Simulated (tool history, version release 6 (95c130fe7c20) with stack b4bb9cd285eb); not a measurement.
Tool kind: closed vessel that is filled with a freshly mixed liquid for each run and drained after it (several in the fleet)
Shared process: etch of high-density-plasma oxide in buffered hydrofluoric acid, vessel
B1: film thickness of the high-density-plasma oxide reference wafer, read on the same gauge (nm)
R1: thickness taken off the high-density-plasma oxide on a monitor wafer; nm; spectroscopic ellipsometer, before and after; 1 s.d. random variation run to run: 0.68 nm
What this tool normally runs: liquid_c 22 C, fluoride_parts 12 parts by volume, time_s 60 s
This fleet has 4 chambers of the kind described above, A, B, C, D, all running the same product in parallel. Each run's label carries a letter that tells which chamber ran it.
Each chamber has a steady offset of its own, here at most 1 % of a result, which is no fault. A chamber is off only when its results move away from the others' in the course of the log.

{"run": "1C", "hour": 6.9, "liquid_c": 22, "fluoride_parts": 12, "time_s": 60, "B1": 50.061, "R1": 74.435}
{"run": "2D", "hour": 14.0, "liquid_c": 22, "fluoride_parts": 12, "time_s": 60, "B1": 49.994, "R1": 77.256}
{"run": "3A", "hour": 17.3, "liquid_c": 22, "fluoride_parts": 12, "time_s": 60, "B1": 50.014, "R1": 75.603}
{"run": "4B", "hour": 23.8, "liquid_c": 22, "fluoride_parts": 12, "time_s": 60, "B1": 49.972, "R1": 76.909}
{"run": "5A", "hour": 30.3, "liquid_c": 22, "fluoride_parts": 12, "time_s": 60, "B1": 49.983, "R1": 75.592}
{"run": "6B", "hour": 37.5, "liquid_c": 17.5, "fluoride_parts": 12, "time_s": 35, "B1": 50.009, "R1": 34.547}
{"run": "7C", "hour": 44.1, "liquid_c": 17.5, "fluoride_parts": 12, "time_s": 35, "B1": 50.041, "R1": 33.75}
{"run": "8D", "hour": 47.9, "liquid_c": 17.5, "fluoride_parts": 12, "time_s": 35, "B1": 50.03, "R1": 34.306}
{"run": "9B", "hour": 55.2, "liquid_c": 17.5, "fluoride_parts": 12, "time_s": 35, "B1": 49.999, "R1": 34.673}
{"run": "10D", "hour": 58.7, "liquid_c": 22, "fluoride_parts": 12, "time_s": 60, "B1": 49.981, "R1": 75.734}
{"run": "11C", "hour": 64.7, "liquid_c": 22, "fluoride_parts": 12, "time_s": 60, "B1": 50.001, "R1": 74.099}
{"run": "12A", "hour": 68.5, "liquid_c": 22, "fluoride_parts": 12, "time_s": 60, "B1": 50.001, "R1": 74.258}
{"run": "13C", "hour": 74.3, "liquid_c": 22, "fluoride_parts": 12, "time_s": 60, "B1": 50.006, "R1": 72.021}
{"run": "14B", "hour": 79.0, "liquid_c": 22, "fluoride_parts": 12, "time_s": 60, "B1": 49.982, "R1": 75.621}
{"run": "15A", "hour": 83.7, "liquid_c": 22, "fluoride_parts": 12, "time_s": 60, "B1": 49.988, "R1": 74.289}
{"run": "16D", "hour": 88.6, "liquid_c": 18, "fluoride_parts": 12, "time_s": 60, "B1": 49.992, "R1": 60.281}
{"run": "17B", "hour": 92.0, "liquid_c": 18, "fluoride_parts": 12, "time_s": 60, "B1": 49.991, "R1": 61.018}
{"run": "18C", "hour": 98.5, "liquid_c": 18, "fluoride_parts": 12, "time_s": 60, "B1": 50.001, "R1": 57.914}
{"run": "19A", "hour": 103.2, "liquid_c": 18, "fluoride_parts": 12, "time_s": 60, "B1": 50.007, "R1": 59.718}
{"run": "20D", "hour": 107.0, "liquid_c": 22, "fluoride_parts": 12, "time_s": 60, "B1": 49.995, "R1": 77.178}
{"run": "21C", "hour": 110.4, "liquid_c": 22, "fluoride_parts": 12, "time_s": 60, "B1": 50.07, "R1": 72.57}
{"run": "22A", "hour": 117.8, "liquid_c": 22, "fluoride_parts": 12, "time_s": 60, "B1": 49.972, "R1": 74.848}
{"run": "23D", "hour": 121.6, "liquid_c": 22, "fluoride_parts": 12, "time_s": 85, "B1": 50.013, "R1": 107.32}
{"run": "24B", "hour": 126.3, "liquid_c": 22, "fluoride_parts": 12, "time_s": 85, "B1": 49.983, "R1": 108.57}
{"run": "25D", "hour": 130.5, "liquid_c": 22, "fluoride_parts": 12, "time_s": 85, "B1": 50.035, "R1": 108.87}
{"run": "26C", "hour": 135.0, "liquid_c": 22, "fluoride_parts": 12, "time_s": 85, "B1": 49.93, "R1": 101.23}
{"run": "27B", "hour": 140.8, "liquid_c": 22, "fluoride_parts": 12, "time_s": 60, "B1": 50.039, "R1": 75.578}
{"run": "28A", "hour": 144.5, "liquid_c": 22, "fluoride_parts": 14.5, "time_s": 30, "B1": 50.001, "R1": 31.5}
{"run": "29D", "hour": 149.2, "liquid_c": 22, "fluoride_parts": 14.5, "time_s": 30, "B1": 49.993, "R1": 31.541}

Next, every chamber runs the same settings. What will each give?
{"run": "30A", "hour": 154.7, "liquid_c": 22, "fluoride_parts": 12, "time_s": 75, "R1": "?"}
{"run": "30B", "hour": 154.7, "liquid_c": 22, "fluoride_parts": 12, "time_s": 75, "R1": "?"}
{"run": "30C", "hour": 154.7, "liquid_c": 22, "fluoride_parts": 12, "time_s": 75, "R1": "?"}
{"run": "30D", "hour": 154.7, "liquid_c": 22, "fluoride_parts": 12, "time_s": 75, "R1": "?"}

run=30A R1=93.302
run=30B R1=95.71
run=30C R1=86.818
run=30D R1=96.091

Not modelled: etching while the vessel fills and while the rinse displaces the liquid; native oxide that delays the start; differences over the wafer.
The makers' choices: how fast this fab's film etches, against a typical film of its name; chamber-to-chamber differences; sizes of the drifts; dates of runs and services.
